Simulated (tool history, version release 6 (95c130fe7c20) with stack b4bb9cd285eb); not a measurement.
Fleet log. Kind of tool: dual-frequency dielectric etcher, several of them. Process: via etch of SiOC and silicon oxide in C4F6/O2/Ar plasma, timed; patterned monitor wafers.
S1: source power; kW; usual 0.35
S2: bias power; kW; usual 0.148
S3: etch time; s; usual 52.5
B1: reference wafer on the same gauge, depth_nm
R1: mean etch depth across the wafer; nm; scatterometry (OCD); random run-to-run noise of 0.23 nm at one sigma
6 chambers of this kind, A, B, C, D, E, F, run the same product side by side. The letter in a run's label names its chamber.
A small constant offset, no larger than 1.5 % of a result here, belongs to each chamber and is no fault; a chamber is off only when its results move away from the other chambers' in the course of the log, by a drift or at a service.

| run | hour | S1 | S2 | S3 | B1 | R1 |
|---|---|---|---|---|---|---|
| 1B | 5.6 | 0.35 | 0.148 | 52.5 | 54.729 | 52.56 |
| 2D | 12.6 | 0.35 | 0.148 | 52.5 | 54.701 | 52.595 |
| 3C | 20 | 0.35 | 0.148 | 52.5 | 54.675 | 53.845 |
| 4F | 25.9 | 0.35 | 0.148 | 52.5 | 54.69 | 51.939 |
| 5E | 33.6 | 0.35 | 0.148 | 52.5 | 54.756 | 53.015 |
| 6A | 38.6 | 0.35 | 0.148 | 52.5 | 54.708 | 53.357 |
|  | 38.7 | chamber C: source power generator calibrated |
| 7C | 43.4 | 0.35 | 0.148 | 52.5 | 54.73 | 53.614 |
| 8A | 47.6 | 0.35 | 0.148 | 52.5 | 54.674 | 53.192 |
|  | 48.5 | chamber C: wet clean of the chamber |
| 9F | 51.6 | 0.35 | 0.148 | 52.5 | 54.742 | 52.436 |
| 10E | 55.3 | 0.35 | 0.148 | 52.5 | 54.763 | 53.241 |
| 11D | 62.3 | 0.35 | 0.148 | 52.5 | 54.706 | 52.766 |
|  | 68.1 | chamber D: wet clean of the chamber |
| 12B | 68.4 | 0.35 | 0.148 | 52.5 | 54.705 | 52.237 |
| 13A | 74.5 | 0.35 | 0.148 | 52.5 | 54.69 | 53.014 |
|  | 79.2 | chamber F: bias power generator calibrated |
| 14B | 81 | 0.35 | 0.148 | 52.5 | 54.744 | 52.745 |
| 15D | 85 | 0.35 | 0.148 | 52.5 | 54.718 | 52.392 |
| 16C | 92.7 | 0.35 | 0.148 | 52.5 | 54.709 | 53.65 |
| 17F | 97.7 | 0.35 | 0.148 | 57 | 54.691 | 55.906 |
| 18E | 105.1 | 0.35 | 0.148 | 57 | 54.686 | 56.844 |
|  | 107.6 | chamber C: bias power generator calibrated |
| 19D | 112.1 | 0.35 | 0.148 | 57 | 54.655 | 56.997 |
| 20C | 118.5 | 0.35 | 0.148 | 57 | 54.704 | 58.076 |
| 21F | 124.4 | 0.35 | 0.148 | 57 | 54.714 | 55.924 |
| 22E | 131 | 0.35 | 0.148 | 57 | 54.704 | 57.012 |
| 23B | 135.5 | 0.35 | 0.148 | 52.5 | 54.7 | 52.59 |
| 24A | 142.7 | 0.35 | 0.148 | 52.5 | 54.713 | 53.535 |
| 25F | 146.1 | 0.35 | 0.148 | 52.5 | 54.693 | 51.399 |
| 26C | 152.4 | 0.35 | 0.148 | 52.5 | 54.641 | 53.15 |
| 27A | 156.9 | 0.29 | 0.148 | 39 | 54.685 | 36.447 |
| 28D | 164.6 | 0.29 | 0.148 | 39 | 54.693 | 36.272 |
| 29B | 168.9 | 0.29 | 0.148 | 39 | 54.718 | 36.276 |
| 30E | 173.9 | 0.29 | 0.148 | 39 | 54.688 | 36.484 |
| 31E | 179.2 | 0.29 | 0.148 | 39 | 54.654 | 36.441 |
| 32A | 184.9 | 0.29 | 0.148 | 39 | 54.688 | 36.595 |
| 33C | 190.4 | 0.35 | 0.148 | 52.5 | 54.674 | 53.63 |
| 34F | 194.1 | 0.35 | 0.148 | 52.5 | 54.694 | 50.559 |
| 35D | 199.8 | 0.35 | 0.148 | 52.5 | 54.673 | 52.915 |
| 36B | 207 | 0.35 | 0.148 | 52.5 | 54.743 | 52.283 |
| 37E | 210.6 | 0.35 | 0.148 | 52.5 | 54.699 | 52.531 |

Decide between three cases: one chamber stands off from its peers, the gauge reading all wafers drifts, or nothing is wrong past each chamber's small offset. Where a chamber is off, say which and what most likely put it there.

Chamber F drifts away from the others.
Cause: etch rate under this chamber's usual, % = 3.5.

Below are 4 candidate recipes for chamber F's next run, each the usual settings with a change, their results shown as question marks. Which of them brings F's results back in line with what the other chambers give on the usual settings?
In line means no further than this from the other chambers' mean on the usual settings: R1 0.82 nm
| 38F-1 | 216.1 | 0.35 | 0.149 | 55 |  | ? |
| 38F-2 | 216.1 | 0.35 | 0.147 | 50 |  | ? |
| 38F-3 | 216.1 | 0.35 | 0.147 | 51.5 |  | ? |
| 38F-4 | 216.1 | 0.35 | 0.148 | 53.5 |  | ? |

The other chambers' mean on the usual settings: R1 52.926 nm
| run | R1 |
|---|---|
| 38F-1 | 53.001 |
| 38F-2 | 47.981 |
| 38F-3 | 49.42 |
| 38F-4 | 51.448 |
38F-1 puts the chamber back in line with the other chambers.

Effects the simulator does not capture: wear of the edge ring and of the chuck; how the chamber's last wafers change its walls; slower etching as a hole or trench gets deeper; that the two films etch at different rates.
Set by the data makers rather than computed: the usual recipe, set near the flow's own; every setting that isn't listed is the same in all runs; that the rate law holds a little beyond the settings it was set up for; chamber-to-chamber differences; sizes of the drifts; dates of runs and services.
